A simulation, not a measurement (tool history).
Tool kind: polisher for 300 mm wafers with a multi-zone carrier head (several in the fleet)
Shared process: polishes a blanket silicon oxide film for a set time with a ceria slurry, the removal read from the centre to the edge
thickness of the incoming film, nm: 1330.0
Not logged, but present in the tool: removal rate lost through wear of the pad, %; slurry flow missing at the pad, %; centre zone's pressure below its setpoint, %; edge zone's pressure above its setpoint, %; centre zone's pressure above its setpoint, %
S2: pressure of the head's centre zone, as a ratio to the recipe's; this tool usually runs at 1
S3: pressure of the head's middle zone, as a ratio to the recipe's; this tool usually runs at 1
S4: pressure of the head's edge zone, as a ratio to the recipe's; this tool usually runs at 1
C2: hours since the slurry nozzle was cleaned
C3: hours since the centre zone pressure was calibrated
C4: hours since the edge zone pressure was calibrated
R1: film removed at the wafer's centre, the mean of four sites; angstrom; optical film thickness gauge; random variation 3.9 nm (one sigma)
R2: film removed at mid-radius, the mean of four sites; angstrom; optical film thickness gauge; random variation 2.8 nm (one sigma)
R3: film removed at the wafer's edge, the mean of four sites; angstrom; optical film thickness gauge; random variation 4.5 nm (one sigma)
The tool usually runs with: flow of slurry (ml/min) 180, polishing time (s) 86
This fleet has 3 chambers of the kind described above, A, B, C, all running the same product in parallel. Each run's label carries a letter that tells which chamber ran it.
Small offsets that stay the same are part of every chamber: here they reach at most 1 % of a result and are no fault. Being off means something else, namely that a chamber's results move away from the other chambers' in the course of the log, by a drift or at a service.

{"run": "1C", "hour": 4.4, "flow of slurry (ml/min)": 180, "S2": 1, "S3": 1, "S4": 1, "polishing time (s)": 86, "wafers polished on this pad": 494, "C2": 203.7, "C3": 613.7, "C4": 861.6, "R1": 3347.6, "R2": 3430.3, "R3": 3353.8}
{"hour": 9.0, "done": "chamber B: centre zone pressure recalibrated"}
{"run": "2B", "hour": 13.1, "flow of slurry (ml/min)": 180, "S2": 1, "S3": 1, "S4": 1, "polishing time (s)": 86, "wafers polished on this pad": 377, "C2": 81.2, "C3": 4.1, "C4": 592.2, "R1": 3421.6, "R2": 3411.2, "R3": 3411.7}
{"run": "3A", "hour": 22.0, "flow of slurry (ml/min)": 180, "S2": 1, "S3": 1, "S4": 1, "polishing time (s)": 86, "wafers polished on this pad": 315, "C2": 482.4, "C3": 448.4, "C4": 986.6, "R1": 3368.4, "R2": 3382.6, "R3": 3471.6}
{"hour": 26.5, "done": "chamber C: worn pad replaced by a new one"}
{"run": "4C", "hour": 30.5, "flow of slurry (ml/min)": 180, "S2": 1, "S3": 1, "S4": 1, "polishing time (s)": 86, "wafers polished on this pad": 28, "C2": 229.8, "C3": 639.8, "C4": 887.7, "R1": 3374.4, "R2": 3446.8, "R3": 3455.8}
{"run": "5A", "hour": 39.5, "flow of slurry (ml/min)": 180, "S2": 1, "S3": 1, "S4": 1, "polishing time (s)": 86, "wafers polished on this pad": 437, "C2": 499.9, "C3": 465.9, "C4": 1004.1, "R1": 3372.3, "R2": 3337.9, "R3": 3464.9}
{"hour": 48.1, "done": "chamber C: slurry nozzle cleaned"}
{"run": "6B", "hour": 48.3, "flow of slurry (ml/min)": 180, "S2": 1, "S3": 1, "S4": 1, "polishing time (s)": 86, "wafers polished on this pad": 623, "C2": 116.4, "C3": 39.3, "C4": 627.4, "R1": 3441.4, "R2": 3322.4, "R3": 3361.3}
{"run": "7C", "hour": 53.2, "flow of slurry (ml/min)": 180, "S2": 1, "S3": 1, "S4": 1, "polishing time (s)": 86, "wafers polished on this pad": 186, "C2": 5.1, "C3": 662.5, "C4": 910.4, "R1": 3426.3, "R2": 3440, "R3": 3442.8}
{"run": "8B", "hour": 60.7, "flow of slurry (ml/min)": 180, "S2": 1, "S3": 1, "S4": 1, "polishing time (s)": 86, "wafers polished on this pad": 709, "C2": 128.8, "C3": 51.7, "C4": 639.8, "R1": 3397.7, "R2": 3381.8, "R3": 3380.2}
{"run": "9A", "hour": 69.1, "flow of slurry (ml/min)": 180, "S2": 1, "S3": 1, "S4": 1, "polishing time (s)": 86, "wafers polished on this pad": 643, "C2": 529.5, "C3": 495.5, "C4": 1033.7, "R1": 3386, "R2": 3423.1, "R3": 3455.1}
{"run": "10A", "hour": 76.0, "flow of slurry (ml/min)": 180, "S2": 1, "S3": 1, "S4": 1, "polishing time (s)": 86, "wafers polished on this pad": 691, "C2": 536.4, "C3": 502.4, "C4": 1040.6, "R1": 3426.3, "R2": 3406.7, "R3": 3475}
{"run": "11B", "hour": 82.2, "flow of slurry (ml/min)": 180, "S2": 1, "S3": 1.05, "S4": 1, "polishing time (s)": 86, "wafers polished on this pad": 859, "C2": 150.3, "C3": 73.2, "C4": 661.3, "R1": 3435.4, "R2": 3571.8, "R3": 3472.6}
{"run": "12C", "hour": 91.2, "flow of slurry (ml/min)": 180, "S2": 1, "S3": 1.05, "S4": 1, "polishing time (s)": 86, "wafers polished on this pad": 451, "C2": 43.1, "C3": 700.5, "C4": 948.4, "R1": 3353.2, "R2": 3512.4, "R3": 3387.3}
{"run": "13B", "hour": 101.2, "flow of slurry (ml/min)": 180, "S2": 1, "S3": 1.05, "S4": 1, "polishing time (s)": 86, "wafers polished on this pad": 992, "C2": 169.3, "C3": 92.2, "C4": 680.3, "R1": 3371.9, "R2": 3557.1, "R3": 3393}
{"run": "14C", "hour": 108.4, "flow of slurry (ml/min)": 180, "S2": 1, "S3": 1, "S4": 1, "polishing time (s)": 86, "wafers polished on this pad": 571, "C2": 60.3, "C3": 717.7, "C4": 965.6, "R1": 3395.9, "R2": 3399.5, "R3": 3492.5}
{"run": "15A", "hour": 113.7, "flow of slurry (ml/min)": 180, "S2": 1, "S3": 1, "S4": 1, "polishing time (s)": 86, "wafers polished on this pad": 954, "C2": 574.1, "C3": 540.1, "C4": 1078.3, "R1": 3402.3, "R2": 3412.3, "R3": 3423.7}
{"hour": 118.8, "done": "chamber C: worn pad replaced by a new one"}
{"run": "16C", "hour": 120.9, "flow of slurry (ml/min)": 180, "S2": 1, "S3": 1, "S4": 1, "polishing time (s)": 86, "wafers polished on this pad": 14, "C2": 72.8, "C3": 730.2, "C4": 978.1, "R1": 3450.4, "R2": 3402.5, "R3": 3363.9}
{"run": "17A", "hour": 127.8, "flow of slurry (ml/min)": 180, "S2": 1, "S3": 1, "S4": 1, "polishing time (s)": 86, "wafers polished on this pad": 1053, "C2": 588.2, "C3": 554.2, "C4": 1092.4, "R1": 3324, "R2": 3386.8, "R3": 3443.2}
{"run": "18B", "hour": 136.3, "flow of slurry (ml/min)": 180, "S2": 1, "S3": 1, "S4": 1, "polishing time (s)": 86, "wafers polished on this pad": 1236, "C2": 204.4, "C3": 127.3, "C4": 715.4, "R1": 3393, "R2": 3411.4, "R3": 3506.2}
{"run": "19C", "hour": 144.2, "flow of slurry (ml/min)": 180, "S2": 1, "S3": 1, "S4": 1, "polishing time (s)": 115, "wafers polished on this pad": 177, "C2": 96.1, "C3": 753.5, "C4": 1001.4, "R1": 4556.6, "R2": 4545.5, "R3": 4420.1}
{"run": "20B", "hour": 153.3, "flow of slurry (ml/min)": 180, "S2": 1, "S3": 1, "S4": 1, "polishing time (s)": 115, "wafers polished on this pad": 1355, "C2": 221.4, "C3": 144.3, "C4": 732.4, "R1": 4575.5, "R2": 4555.3, "R3": 4497.9}
{"run": "21A", "hour": 161.3, "flow of slurry (ml/min)": 180, "S2": 1, "S3": 1, "S4": 1, "polishing time (s)": 115, "wafers polished on this pad": 1286, "C2": 621.7, "C3": 587.7, "C4": 1125.9, "R1": 4404, "R2": 4514.8, "R3": 4495.5}
{"run": "22B", "hour": 169.2, "flow of slurry (ml/min)": 180, "S2": 1, "S3": 1, "S4": 1, "polishing time (s)": 86, "wafers polished on this pad": 1466, "C2": 237.3, "C3": 160.2, "C4": 748.3, "R1": 3407.4, "R2": 3361.8, "R3": 3406.9}
{"run": "23A", "hour": 175.9, "flow of slurry (ml/min)": 180, "S2": 1, "S3": 1, "S4": 1, "polishing time (s)": 86, "wafers polished on this pad": 1388, "C2": 636.3, "C3": 602.3, "C4": 1140.5, "R1": 3309, "R2": 3351.2, "R3": 3371.7}
{"run": "24C", "hour": 181.0, "flow of slurry (ml/min)": 180, "S2": 1, "S3": 1, "S4": 1, "polishing time (s)": 86, "wafers polished on this pad": 433, "C2": 132.9, "C3": 790.3, "C4": 1038.2, "R1": 3446.3, "R2": 3376.5, "R3": 3449}
{"run": "25A", "hour": 187.2, "flow of slurry (ml/min)": 180, "S2": 1, "S3": 1, "S4": 1, "polishing time (s)": 86, "wafers polished on this pad": 1467, "C2": 647.6, "C3": 613.6, "C4": 1151.8, "R1": 3351, "R2": 3259.5, "R3": 3361.4}
{"hour": 188.1, "done": "chamber A: centre zone pressure recalibrated"}
{"run": "26B", "hour": 195.7, "flow of slurry (ml/min)": 180, "S2": 1, "S3": 1, "S4": 1, "polishing time (s)": 86, "wafers polished on this pad": 1651, "C2": 263.8, "C3": 186.7, "C4": 774.8, "R1": 3401.2, "R2": 3387, "R3": 3382.1}
{"hour": 196.7, "done": "chamber B: worn pad replaced by a new one"}
{"run": "27C", "hour": 204.3, "flow of slurry (ml/min)": 180, "S2": 1, "S3": 1, "S4": 1, "polishing time (s)": 86, "wafers polished on this pad": 596, "C2": 156.2, "C3": 813.6, "C4": 1061.5, "R1": 3398, "R2": 3354.1, "R3": 3409.5}
{"hour": 208.5, "done": "chamber C: worn pad replaced by a new one"}
{"run": "28B", "hour": 209.4, "flow of slurry (ml/min)": 180, "S2": 1, "S3": 1, "S4": 1, "polishing time (s)": 86, "wafers polished on this pad": 88, "C2": 277.5, "C3": 200.4, "C4": 788.5, "R1": 3414.3, "R2": 3398.2, "R3": 3380.7}
{"run": "29A", "hour": 217.0, "flow of slurry (ml/min)": 180, "S2": 1, "S3": 1, "S4": 1, "polishing time (s)": 86, "wafers polished on this pad": 1675, "C2": 677.4, "C3": 28.9, "C4": 1181.6, "R1": 3353.1, "R2": 3315.6, "R3": 3278.7}
{"run": "30C", "hour": 226.9, "flow of slurry (ml/min)": 180, "S2": 1, "S3": 1, "S4": 1, "polishing time (s)": 86, "wafers polished on this pad": 128, "C2": 178.8, "C3": 836.2, "C4": 1084.1, "R1": 3414.5, "R2": 3428.7, "R3": 3446.7}
{"run": "31A", "hour": 235.7, "flow of slurry (ml/min)": 180, "S2": 1, "S3": 1, "S4": 1, "polishing time (s)": 86, "wafers polished on this pad": 1805, "C2": 696.1, "C3": 47.6, "C4": 1200.3, "R1": 3277.3, "R2": 3299.5, "R3": 3290.5}
{"run": "32B", "hour": 243.9, "flow of slurry (ml/min)": 180, "S2": 1, "S3": 1, "S4": 1, "polishing time (s)": 86, "wafers polished on this pad": 329, "C2": 312, "C3": 234.9, "C4": 823, "R1": 3409.5, "R2": 3369.3, "R3": 3488.7}
{"run": "33C", "hour": 252.5, "flow of slurry (ml/min)": 180, "S2": 1, "S3": 1, "S4": 1, "polishing time (s)": 86, "wafers polished on this pad": 307, "C2": 204.4, "C3": 861.8, "C4": 1109.7, "R1": 3394.8, "R2": 3409.8, "R3": 3401}
{"run": "34A", "hour": 258.5, "flow of slurry (ml/min)": 180, "S2": 1, "S3": 1, "S4": 1, "polishing time (s)": 86, "wafers polished on this pad": 1964, "C2": 718.9, "C3": 70.4, "C4": 1223.1, "R1": 3264.2, "R2": 3246, "R3": 3326.7}
{"hour": 258.8, "done": "chamber C: centre zone pressure recalibrated"}
{"run": "35B", "hour": 268.2, "flow of slurry (ml/min)": 180, "S2": 1, "S3": 1, "S4": 1, "polishing time (s)": 86, "wafers polished on this pad": 498, "C2": 336.3, "C3": 259.2, "C4": 847.3, "R1": 3363.3, "R2": 3378.3, "R3": 3488.7}
{"hour": 269.3, "done": "chamber C: slurry nozzle cleaned"}
{"run": "36C", "hour": 278.2, "flow of slurry (ml/min)": 180, "S2": 1, "S3": 1, "S4": 1, "polishing time (s)": 86, "wafers polished on this pad": 486, "C2": 9, "C3": 19.5, "C4": 1135.4, "R1": 3404.4, "R2": 3355.6, "R3": 3335.6}
{"run": "37C", "hour": 283.9, "flow of slurry (ml/min)": 180, "S2": 1, "S3": 1, "S4": 1, "polishing time (s)": 86, "wafers polished on this pad": 526, "C2": 14.7, "C3": 25.2, "C4": 1141.1, "R1": 3511.1, "R2": 3385.5, "R3": 3302.1}
{"run": "38A", "hour": 290.3, "flow of slurry (ml/min)": 130, "S2": 1, "S3": 1, "S4": 1, "polishing time (s)": 86, "wafers polished on this pad": 2186, "C2": 750.7, "C3": 102.2, "C4": 1254.9, "R1": 2995.3, "R2": 3043.4, "R3": 3079.6}
{"hour": 296.1, "done": "chamber C: worn pad replaced by a new one"}
{"run": "39B", "hour": 297.6, "flow of slurry (ml/min)": 130, "S2": 1, "S3": 1, "S4": 1, "polishing time (s)": 86, "wafers polished on this pad": 703, "C2": 365.7, "C3": 288.6, "C4": 876.7, "R1": 3213.1, "R2": 3184.8, "R3": 3270}
{"run": "40C", "hour": 307.0, "flow of slurry (ml/min)": 130, "S2": 1, "S3": 1, "S4": 1, "polishing time (s)": 86, "wafers polished on this pad": 76, "C2": 37.8, "C3": 48.3, "C4": 1164.2, "R1": 3227.7, "R2": 3199.5, "R3": 3221.1}
{"hour": 313.3, "done": "chamber A: slurry nozzle cleaned"}
{"run": "41B", "hour": 316.4, "flow of slurry (ml/min)": 180, "S2": 1, "S3": 1, "S4": 1, "polishing time (s)": 86, "wafers polished on this pad": 835, "C2": 384.5, "C3": 307.4, "C4": 895.5, "R1": 3494.2, "R2": 3388.2, "R3": 3379.5}
{"run": "42A", "hour": 321.3, "flow of slurry (ml/min)": 180, "S2": 1, "S3": 1, "S4": 1, "polishing time (s)": 86, "wafers polished on this pad": 2402, "C2": 8, "C3": 133.2, "C4": 1285.9, "R1": 3198.6, "R2": 3271.1, "R3": 3270.5}

For the next run the whole fleet of 3 chambers uses the same settings. Give each chamber's results:
{"run": "43A", "hour": 328.5, "flow of slurry (ml/min)": 180, "S2": 1, "S3": 1, "S4": 1, "polishing time (s)": 86, "R1": "?", "R2": "?", "R3": "?"}
{"run": "43B", "hour": 328.5, "flow of slurry (ml/min)": 180, "S2": 1, "S3": 1, "S4": 1, "polishing time (s)": 86, "R1": "?", "R2": "?", "R3": "?"}
{"run": "43C", "hour": 328.5, "flow of slurry (ml/min)": 180, "S2": 1, "S3": 1, "S4": 1, "polishing time (s)": 86, "R1": "?", "R2": "?", "R3": "?"}

run=43A R1=3199.6 R2=3192.9 R3=3182
run=43B R1=3420.5 R2=3427.2 R3=3355.2
run=43C R1=3346.8 R2=3426.7 R3=3460.4

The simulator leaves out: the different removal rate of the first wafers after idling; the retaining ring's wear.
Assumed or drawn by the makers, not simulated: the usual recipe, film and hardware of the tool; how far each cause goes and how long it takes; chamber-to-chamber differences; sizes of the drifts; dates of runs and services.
